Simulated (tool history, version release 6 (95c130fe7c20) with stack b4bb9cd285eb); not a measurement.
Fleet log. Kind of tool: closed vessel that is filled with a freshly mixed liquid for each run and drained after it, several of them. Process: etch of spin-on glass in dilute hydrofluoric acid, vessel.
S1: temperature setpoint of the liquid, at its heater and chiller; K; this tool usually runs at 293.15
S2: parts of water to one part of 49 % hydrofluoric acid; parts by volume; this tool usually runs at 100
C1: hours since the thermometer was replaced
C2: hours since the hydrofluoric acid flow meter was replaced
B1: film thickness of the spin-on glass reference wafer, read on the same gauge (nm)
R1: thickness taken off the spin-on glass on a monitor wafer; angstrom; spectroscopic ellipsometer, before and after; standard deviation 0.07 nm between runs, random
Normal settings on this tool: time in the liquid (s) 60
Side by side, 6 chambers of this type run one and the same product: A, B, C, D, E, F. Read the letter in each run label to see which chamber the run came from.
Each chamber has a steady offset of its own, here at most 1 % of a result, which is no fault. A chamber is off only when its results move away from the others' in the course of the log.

run 1E hour=5.0 | S1=293.15 S2=100 time_in_the_liquid_(s)=60 | C1=1362.4 C2=1249.5 | B1=129.99 | R1=162.740
run 2B hour=10.8 | S1=293.15 S2=100 time_in_the_liquid_(s)=60 | C1=56.1 C2=415.5 | B1=130.00 | R1=163.140
-- hour=19.6 chamber F: hydrofluoric acid flow meter replaced
run 3C hour=19.9 | S1=293.15 S2=100 time_in_the_liquid_(s)=60 | C1=1255.1 C2=628.1 | B1=130.00 | R1=163.590
run 4A hour=28.4 | S1=293.15 S2=100 time_in_the_liquid_(s)=60 | C1=2257.5 C2=292.1 | B1=129.95 | R1=164.490
run 5D hour=36.4 | S1=293.15 S2=100 time_in_the_liquid_(s)=60 | C1=667.2 C2=208.6 | B1=130.02 | R1=163.310
run 6F hour=41.6 | S1=293.15 S2=100 time_in_the_liquid_(s)=60 | C1=458.7 C2=22.1 | B1=130.02 | R1=163.030
run 7C hour=50.2 | S1=293.15 S2=100 time_in_the_liquid_(s)=60 | C1=1285.4 C2=658.4 | B1=130.05 | R1=165.460
run 8E hour=58.7 | S1=293.15 S2=100 time_in_the_liquid_(s)=30 | C1=1416.1 C2=1303.2 | B1=129.98 | R1=81.150
run 9D hour=66.9 | S1=293.15 S2=100 time_in_the_liquid_(s)=30 | C1=697.7 C2=239.1 | B1=129.98 | R1=82.184
run 10A hour=76.5 | S1=293.15 S2=100 time_in_the_liquid_(s)=30 | C1=2305.6 C2=340.2 | B1=130.01 | R1=81.960
run 11B hour=82.6 | S1=293.15 S2=100 time_in_the_liquid_(s)=30 | C1=127.9 C2=487.3 | B1=129.98 | R1=81.650
run 12F hour=89.4 | S1=293.15 S2=100 time_in_the_liquid_(s)=30 | C1=506.5 C2=69.9 | B1=130.02 | R1=81.441
run 13E hour=95.0 | S1=293.15 S2=100 time_in_the_liquid_(s)=30 | C1=1452.4 C2=1339.5 | B1=130.01 | R1=81.294
run 14B hour=105.5 | S1=293.15 S2=100 time_in_the_liquid_(s)=60 | C1=150.8 C2=510.2 | B1=129.98 | R1=162.920
run 15D hour=115.6 | S1=293.15 S2=100 time_in_the_liquid_(s)=60 | C1=746.4 C2=287.8 | B1=129.99 | R1=164.250
run 16F hour=125.3 | S1=293.15 S2=100 time_in_the_liquid_(s)=60 | C1=542.4 C2=105.8 | B1=130.01 | R1=162.610
run 17C hour=134.8 | S1=293.15 S2=100 time_in_the_liquid_(s)=60 | C1=1370.0 C2=743.0 | B1=129.98 | R1=163.480
run 18A hour=140.1 | S1=291.65 S2=75 time_in_the_liquid_(s)=60 | C1=2369.2 C2=403.8 | B1=130.01 | R1=211.820
run 19F hour=146.9 | S1=291.65 S2=75 time_in_the_liquid_(s)=60 | C1=564.0 C2=127.4 | B1=130.00 | R1=208.010
run 20B hour=152.3 | S1=291.65 S2=75 time_in_the_liquid_(s)=60 | C1=197.6 C2=557.0 | B1=129.99 | R1=208.950
run 21E hour=159.5 | S1=291.65 S2=75 time_in_the_liquid_(s)=60 | C1=1516.9 C2=1404.0 | B1=129.95 | R1=208.770
run 22A hour=167.4 | S1=291.65 S2=75 time_in_the_liquid_(s)=60 | C1=2396.5 C2=431.1 | B1=129.97 | R1=213.470
run 23D hour=176.9 | S1=291.65 S2=75 time_in_the_liquid_(s)=60 | C1=807.7 C2=349.1 | B1=130.03 | R1=210.470
run 24C hour=183.6 | S1=293.15 S2=100 time_in_the_liquid_(s)=60 | C1=1418.8 C2=791.8 | B1=130.02 | R1=163.380
run 25B hour=189.2 | S1=293.15 S2=100 time_in_the_liquid_(s)=60 | C1=234.5 C2=593.9 | B1=129.99 | R1=162.820
-- hour=195.2 chamber E: thermometer replaced
run 26A hour=197.2 | S1=293.15 S2=115 time_in_the_liquid_(s)=40 | C1=2426.3 C2=460.9 | B1=129.98 | R1=93.420
run 27F hour=206.0 | S1=293.15 S2=115 time_in_the_liquid_(s)=40 | C1=623.1 C2=186.5 | B1=130.02 | R1=92.810
run 28D hour=211.8 | S1=293.15 S2=115 time_in_the_liquid_(s)=40 | C1=842.6 C2=384.0 | B1=129.99 | R1=93.112
run 29C hour=218.6 | S1=293.15 S2=115 time_in_the_liquid_(s)=40 | C1=1453.8 C2=826.8 | B1=130.01 | R1=93.068
run 30E hour=223.8 | S1=293.15 S2=115 time_in_the_liquid_(s)=40 | C1=28.6 C2=1468.3 | B1=129.98 | R1=92.762
-- hour=227.3 chamber C: hydrofluoric acid flow meter replaced
run 31F hour=234.2 | S1=293.15 S2=115 time_in_the_liquid_(s)=40 | C1=651.3 C2=214.7 | B1=129.99 | R1=92.843
run 32A hour=240.4 | S1=293.15 S2=65 time_in_the_liquid_(s)=45 | C1=2469.5 C2=504.1 | B1=129.97 | R1=200.440
run 33D hour=248.7 | S1=293.15 S2=65 time_in_the_liquid_(s)=45 | C1=879.5 C2=420.9 | B1=129.98 | R1=197.470
run 34E hour=254.1 | S1=293.15 S2=65 time_in_the_liquid_(s)=45 | C1=58.9 C2=1498.6 | B1=130.01 | R1=194.170
run 35B hour=259.4 | S1=293.15 S2=65 time_in_the_liquid_(s)=45 | C1=304.7 C2=664.1 | B1=130.02 | R1=194.160
run 36C hour=266.2 | S1=293.15 S2=65 time_in_the_liquid_(s)=45 | C1=1501.4 C2=38.9 | B1=129.99 | R1=196.750
run 37C hour=272.4 | S1=293.15 S2=65 time_in_the_liquid_(s)=45 | C1=1507.6 C2=45.1 | B1=130.00 | R1=195.110
run 38E hour=280.6 | S1=293.15 S2=100 time_in_the_liquid_(s)=60 | C1=85.4 C2=1525.1 | B1=130.01 | R1=162.270
run 39F hour=286.9 | S1=293.15 S2=100 time_in_the_liquid_(s)=60 | C1=704.0 C2=267.4 | B1=130.03 | R1=163.560
run 40A hour=293.6 | S1=293.15 S2=100 time_in_the_liquid_(s)=60 | C1=2522.7 C2=557.3 | B1=129.99 | R1=165.400
run 41B hour=300.9 | S1=293.15 S2=100 time_in_the_liquid_(s)=60 | C1=346.2 C2=705.6 | B1=130.04 | R1=162.190
run 42D hour=305.5 | S1=293.15 S2=100 time_in_the_liquid_(s)=35 | C1=936.3 C2=477.7 | B1=129.97 | R1=95.513

Each of the 6 chambers runs these same settings next. Fill in every chamber's results:
run 43A hour=313.0 | S1=295.15 S2=100 time_in_the_liquid_(s)=60 | R1=?
run 43B hour=313.0 | S1=295.15 S2=100 time_in_the_liquid_(s)=60 | R1=?
run 43C hour=313.0 | S1=295.15 S2=100 time_in_the_liquid_(s)=60 | R1=?
run 43D hour=313.0 | S1=295.15 S2=100 time_in_the_liquid_(s)=60 | R1=?
run 43E hour=313.0 | S1=295.15 S2=100 time_in_the_liquid_(s)=60 | R1=?
run 43F hour=313.0 | S1=295.15 S2=100 time_in_the_liquid_(s)=60 | R1=?

run=43A R1=178.980
run=43B R1=176.540
run=43C R1=177.790
run=43D R1=177.460
run=43E R1=175.890
run=43F R1=177.140
